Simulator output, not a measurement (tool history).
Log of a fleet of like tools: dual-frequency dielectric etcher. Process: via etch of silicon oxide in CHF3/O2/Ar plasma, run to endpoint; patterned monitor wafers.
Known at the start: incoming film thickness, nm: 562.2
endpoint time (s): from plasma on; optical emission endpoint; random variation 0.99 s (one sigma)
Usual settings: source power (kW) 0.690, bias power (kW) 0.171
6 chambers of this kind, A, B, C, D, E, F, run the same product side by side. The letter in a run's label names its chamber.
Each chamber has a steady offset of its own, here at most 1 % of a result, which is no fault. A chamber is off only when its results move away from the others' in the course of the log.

| run | hour | source power (kW) | bias power (kW) | hours since the last wet clean | hours since the last source power generator calibration | hours since the last bias power generator calibration | endpoint time (s) |
|---|---|---|---|---|---|---|---|
| 1D | 9.9 | 0.690 | 0.171 | 196.2 | 2064.6 | 1954.7 | 273.38 |
| 2B | 17.3 | 0.690 | 0.171 | 141.3 | 866.6 | 3638.7 | 276.70 |
| 3C | 31.6 | 0.690 | 0.171 | 248.3 | 1611.0 | 527.3 | 274.87 |
| 4E | 43.8 | 0.690 | 0.171 | 71.6 | 3252.6 | 1066.2 | 271.72 |
| 5F | 52.4 | 0.540 | 0.142 | 225.2 | 2164.8 | 1216.8 | 322.75 |
| 6A | 62.5 | 0.540 | 0.142 | 266.0 | 865.6 | 740.9 | 320.79 |
| 7B | 70.1 | 0.540 | 0.142 | 194.1 | 919.4 | 3691.5 | 321.85 |
| 8F | 84.0 | 0.540 | 0.142 | 256.8 | 2196.4 | 1248.4 | 321.33 |
| 9C | 97.7 | 0.540 | 0.142 | 314.4 | 1677.1 | 593.4 | 318.61 |
| 10D | 111.9 | 0.540 | 0.142 | 298.2 | 2166.6 | 2056.7 | 317.96 |
| 11E | 123.1 | 0.690 | 0.171 | 150.9 | 3331.9 | 1145.5 | 272.93 |
| 12A | 135.9 | 0.690 | 0.171 | 339.4 | 939.0 | 814.3 | 274.16 |
| 13A | 148.5 | 0.690 | 0.171 | 352.0 | 951.6 | 826.9 | 275.50 |
|  | 152.5 | chamber E: source power generator calibrated |
|  | 160.1 | chamber D: wet clean of the chamber |
| 14C | 160.6 | 0.690 | 0.171 | 377.3 | 1740.0 | 656.3 | 276.24 |
|  | 163.4 | chamber F: wet clean of the chamber |
|  | 169.1 | chamber C: wet clean of the chamber |
| 15F | 172.9 | 0.690 | 0.158 | 9.5 | 2285.3 | 1337.3 | 282.79 |
| 16E | 186.1 | 0.690 | 0.158 | 213.9 | 33.6 | 1208.5 | 280.50 |
| 17B | 201.4 | 0.690 | 0.158 | 325.4 | 1050.7 | 3822.8 | 283.03 |
| 18D | 211.0 | 0.690 | 0.158 | 50.9 | 2265.7 | 2155.8 | 280.23 |
| 19E | 219.7 | 0.690 | 0.158 | 247.5 | 67.2 | 1242.1 | 277.65 |
| 20B | 226.5 | 0.690 | 0.158 | 350.5 | 1075.8 | 3847.9 | 283.73 |
| 21F | 240.5 | 0.690 | 0.171 | 77.1 | 2352.9 | 1404.9 | 274.25 |
| 22C | 251.7 | 0.690 | 0.171 | 82.7 | 1831.1 | 747.4 | 280.19 |
| 23D | 262.2 | 0.690 | 0.171 | 102.1 | 2316.9 | 2207.0 | 273.16 |
| 24A | 273.5 | 0.690 | 0.171 | 477.0 | 1076.6 | 951.9 | 274.85 |
| 25A | 286.1 | 0.690 | 0.171 | 489.6 | 1089.2 | 964.5 | 274.88 |
| 26D | 295.5 | 0.690 | 0.171 | 135.4 | 2350.2 | 2240.3 | 272.02 |
| 27F | 303.5 | 0.690 | 0.171 | 140.1 | 2415.9 | 1467.9 | 275.53 |
| 28E | 311.3 | 0.690 | 0.171 | 339.1 | 158.8 | 1333.7 | 272.52 |
| 29B | 320.0 | 0.690 | 0.171 | 444.0 | 1169.3 | 3941.4 | 276.16 |
|  | 330.0 | chamber E: wet clean of the chamber |
| 30C | 332.7 | 0.690 | 0.171 | 163.7 | 1912.1 | 828.4 | 278.67 |
| 31E | 342.3 | 0.690 | 0.196 | 12.3 | 189.8 | 1364.7 | 259.13 |
| 32B | 352.7 | 0.690 | 0.196 | 476.7 | 1202.0 | 3974.1 | 264.04 |
| 33A | 364.3 | 0.690 | 0.196 | 567.8 | 1167.4 | 1042.7 | 261.96 |
| 34F | 375.0 | 0.690 | 0.196 | 211.6 | 2487.4 | 1539.4 | 264.55 |
| 35D | 387.2 | 0.690 | 0.196 | 227.1 | 2441.9 | 2332.0 | 259.56 |
|  | 396.0 | chamber A: wet clean of the chamber |
| 36C | 398.9 | 0.690 | 0.196 | 229.9 | 1978.3 | 894.6 | 266.70 |
| 37A | 411.7 | 0.690 | 0.171 | 15.8 | 1214.8 | 1090.1 | 274.39 |
| 38D | 420.2 | 0.690 | 0.171 | 260.1 | 2474.9 | 2365.0 | 274.05 |
| 39E | 427.9 | 0.610 | 0.171 | 97.9 | 275.4 | 1450.3 | 285.64 |
| 40C | 434.8 | 0.610 | 0.171 | 265.8 | 2014.2 | 930.5 | 292.34 |
| 41F | 447.4 | 0.610 | 0.171 | 284.0 | 2559.8 | 1611.8 | 289.05 |

What goes on in this fleet: one chamber off, a drifting gauge, or nothing beyond the chambers' own small offsets? Name the chamber and the cause, if any.

A service left chamber C off against the others.
Cause: etch rate under this chamber's usual, % = 2.03.

Here are 4 candidates for chamber C's next run, each the usual settings with a change, their results left as question marks. Which one brings its results back in line with what the others give on the usual settings?
In line means no further than this from the other chambers' mean on the usual settings: endpoint time (s) 3.50
| 42C-1 | 458.5 | 0.730 | 0.181 |  |  |  | ? |
| 42C-2 | 458.5 | 0.730 | 0.171 |  |  |  | ? |
| 42C-3 | 458.5 | 0.690 | 0.160 |  |  |  | ? |
| 42C-4 | 458.5 | 0.650 | 0.161 |  |  |  | ? |

The other chambers' mean on the usual settings: endpoint time (s) 274.21
| run | endpoint time (s) |
|---|---|
| 42C-1 | 268.84 |
| 42C-2 | 273.93 |
| 42C-3 | 286.08 |
| 42C-4 | 292.16 |
42C-2 brings the chamber back in line.

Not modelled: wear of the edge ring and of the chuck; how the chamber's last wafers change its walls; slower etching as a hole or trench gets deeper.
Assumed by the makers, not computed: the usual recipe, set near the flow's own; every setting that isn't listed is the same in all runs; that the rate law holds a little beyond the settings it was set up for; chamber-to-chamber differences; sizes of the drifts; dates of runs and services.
